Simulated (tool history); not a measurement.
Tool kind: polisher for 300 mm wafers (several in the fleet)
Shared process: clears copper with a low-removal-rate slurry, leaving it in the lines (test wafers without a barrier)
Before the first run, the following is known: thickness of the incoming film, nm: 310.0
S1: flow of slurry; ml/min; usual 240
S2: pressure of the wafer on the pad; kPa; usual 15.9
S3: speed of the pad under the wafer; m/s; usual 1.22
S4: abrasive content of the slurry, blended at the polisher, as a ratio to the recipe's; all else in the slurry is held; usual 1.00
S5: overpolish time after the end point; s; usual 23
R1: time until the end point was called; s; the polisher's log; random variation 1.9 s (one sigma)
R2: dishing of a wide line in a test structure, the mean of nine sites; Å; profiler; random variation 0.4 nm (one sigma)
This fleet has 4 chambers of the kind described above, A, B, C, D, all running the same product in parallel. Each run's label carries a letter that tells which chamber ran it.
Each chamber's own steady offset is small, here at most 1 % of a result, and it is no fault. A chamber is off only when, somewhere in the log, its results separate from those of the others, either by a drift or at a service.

| run | hour | S1 | S2 | S3 | S4 | S5 | R1 | R2 |
|---|---|---|---|---|---|---|---|---|
|  | 2.3 | chamber C: slurry blender recalibrated |
| 1C | 11.4 | 240 | 15.9 | 1.22 | 1.00 | 23 | 116.76 | 379.38 |
|  | 14.0 | chamber A: slurry blender recalibrated |
|  | 17.5 | chamber B: worn pad replaced by a new one |
| 2D | 19.1 | 240 | 15.9 | 1.22 | 1.00 | 23 | 121.16 | 380.60 |
| 3A | 26.8 | 240 | 15.9 | 1.22 | 1.00 | 23 | 122.89 | 384.98 |
|  | 29.0 | chamber C: worn pad replaced by a new one |
| 4B | 32.1 | 240 | 15.9 | 1.22 | 1.00 | 23 | 125.03 | 375.41 |
| 5C | 41.6 | 240 | 15.9 | 1.22 | 1.00 | 23 | 119.54 | 377.30 |
|  | 48.4 | chamber A: worn pad replaced by a new one |
| 6A | 50.9 | 240 | 15.9 | 1.22 | 1.00 | 23 | 123.31 | 380.04 |
| 7B | 59.0 | 240 | 15.9 | 1.22 | 1.00 | 23 | 125.52 | 375.52 |
| 8D | 65.0 | 240 | 15.9 | 1.22 | 1.00 | 23 | 121.65 | 380.99 |
| 9B | 75.0 | 240 | 15.9 | 1.22 | 1.00 | 23 | 122.45 | 370.31 |
| 10A | 84.9 | 240 | 15.9 | 1.22 | 1.00 | 23 | 122.88 | 384.30 |
| 11C | 91.0 | 240 | 15.9 | 1.22 | 1.00 | 23 | 119.65 | 374.52 |
| 12D | 98.4 | 240 | 15.9 | 1.22 | 1.00 | 23 | 125.55 | 378.93 |
|  | 98.9 | chamber A: slurry nozzle cleaned |
| 13C | 106.3 | 240 | 15.9 | 1.22 | 1.00 | 23 | 120.84 | 374.26 |
| 14B | 112.6 | 240 | 15.9 | 1.22 | 1.00 | 23 | 121.41 | 380.74 |
| 15A | 121.1 | 240 | 15.9 | 1.22 | 1.00 | 23 | 124.06 | 376.79 |
| 16D | 129.5 | 240 | 15.9 | 1.22 | 1.00 | 23 | 122.80 | 377.21 |
|  | 136.7 | chamber D: worn pad replaced by a new one |
| 17C | 140.8 | 240 | 15.9 | 1.22 | 1.00 | 23 | 118.75 | 386.37 |
| 18B | 147.4 | 240 | 15.9 | 1.22 | 0.85 | 23 | 127.90 | 363.47 |
| 19A | 155.9 | 240 | 15.9 | 1.22 | 0.85 | 23 | 127.70 | 365.73 |
|  | 160.7 | chamber A: worn pad replaced by a new one |
|  | 162.9 | chamber C: worn pad replaced by a new one |
| 20D | 163.4 | 240 | 15.9 | 1.22 | 0.85 | 23 | 128.60 | 365.82 |
|  | 172.4 | chamber C: slurry blender recalibrated |
| 21D | 173.9 | 240 | 15.9 | 1.22 | 0.85 | 23 | 124.22 | 366.28 |
| 22C | 179.9 | 240 | 15.9 | 1.22 | 1.00 | 23 | 123.72 | 381.84 |
| 23B | 185.7 | 240 | 11.7 | 1.22 | 1.00 | 23 | 163.99 | 289.54 |
|  | 186.2 | chamber B: worn pad replaced by a new one |
|  | 190.7 | chamber A: slurry blender recalibrated |
| 24A | 192.4 | 240 | 11.7 | 1.22 | 1.00 | 23 | 162.34 | 295.23 |
|  | 198.1 | chamber C: slurry nozzle cleaned |
| 25A | 202.6 | 240 | 11.7 | 1.22 | 1.00 | 23 | 167.47 | 290.10 |
| 26B | 208.2 | 240 | 11.7 | 1.22 | 1.00 | 23 | 162.94 | 287.23 |
| 27C | 216.4 | 240 | 15.9 | 1.22 | 1.00 | 23 | 121.40 | 383.98 |
| 28D | 221.8 | 240 | 15.9 | 1.22 | 1.00 | 23 | 123.99 | 381.06 |
|  | 226.3 | chamber B: slurry nozzle cleaned |
| 29C | 232.3 | 240 | 15.9 | 1.22 | 1.00 | 23 | 122.10 | 374.85 |
| 30D | 237.8 | 180 | 15.9 | 1.22 | 1.00 | 23 | 125.46 | 371.62 |
| 31A | 244.1 | 180 | 15.9 | 1.22 | 1.00 | 23 | 127.66 | 370.27 |
| 32B | 254.6 | 180 | 15.9 | 1.22 | 1.00 | 23 | 128.21 | 368.61 |
|  | 262.6 | chamber A: worn pad replaced by a new one |
| 33C | 262.7 | 180 | 15.9 | 1.22 | 1.00 | 23 | 125.38 | 367.32 |
| 34B | 269.7 | 240 | 15.9 | 1.22 | 1.00 | 23 | 121.65 | 379.09 |
| 35D | 279.1 | 240 | 15.9 | 1.22 | 1.00 | 23 | 123.11 | 377.55 |
|  | 281.6 | chamber D: worn pad replaced by a new one |
|  | 284.0 | chamber C: worn pad replaced by a new one |
| 36A | 289.6 | 240 | 15.9 | 1.22 | 1.00 | 23 | 127.51 | 377.39 |
| 37B | 297.8 | 240 | 15.9 | 1.22 | 1.00 | 23 | 123.76 | 376.60 |
| 38D | 305.3 | 240 | 15.9 | 1.22 | 1.00 | 23 | 124.67 | 372.16 |
| 39A | 310.7 | 240 | 15.9 | 0.92 | 1.00 | 23 | 163.31 | 303.07 |
|  | 318.2 | chamber D: slurry blender recalibrated |
| 40C | 321.8 | 240 | 15.9 | 0.92 | 1.00 | 23 | 161.81 | 300.77 |
| 41A | 327.5 | 240 | 15.9 | 0.92 | 1.00 | 23 | 161.26 | 303.32 |
|  | 333.6 | chamber B: slurry blender recalibrated |
| 42B | 338.5 | 240 | 15.9 | 0.92 | 1.00 | 23 | 160.21 | 296.75 |
| 43C | 349.3 | 240 | 15.9 | 1.22 | 1.00 | 23 | 120.37 | 380.50 |
| 44D | 360.3 | 240 | 15.9 | 1.22 | 1.00 | 23 | 123.49 | 378.19 |

Each of the 4 chambers runs these same settings next. Fill in every chamber's results:
| 45A | 368.5 | 240 | 15.9 | 1.22 | 1.00 | 23 | ? | ? |
| 45B | 368.5 | 240 | 15.9 | 1.22 | 1.00 | 23 | ? | ? |
| 45C | 368.5 | 240 | 15.9 | 1.22 | 1.00 | 23 | ? | ? |
| 45D | 368.5 | 240 | 15.9 | 1.22 | 1.00 | 23 | ? | ? |

| run | R1 | R2 |
|---|---|---|
| 45A | 122.91 | 378.55 |
| 45B | 120.40 | 371.32 |
| 45C | 122.38 | 380.52 |
| 45D | 120.58 | 380.84 |

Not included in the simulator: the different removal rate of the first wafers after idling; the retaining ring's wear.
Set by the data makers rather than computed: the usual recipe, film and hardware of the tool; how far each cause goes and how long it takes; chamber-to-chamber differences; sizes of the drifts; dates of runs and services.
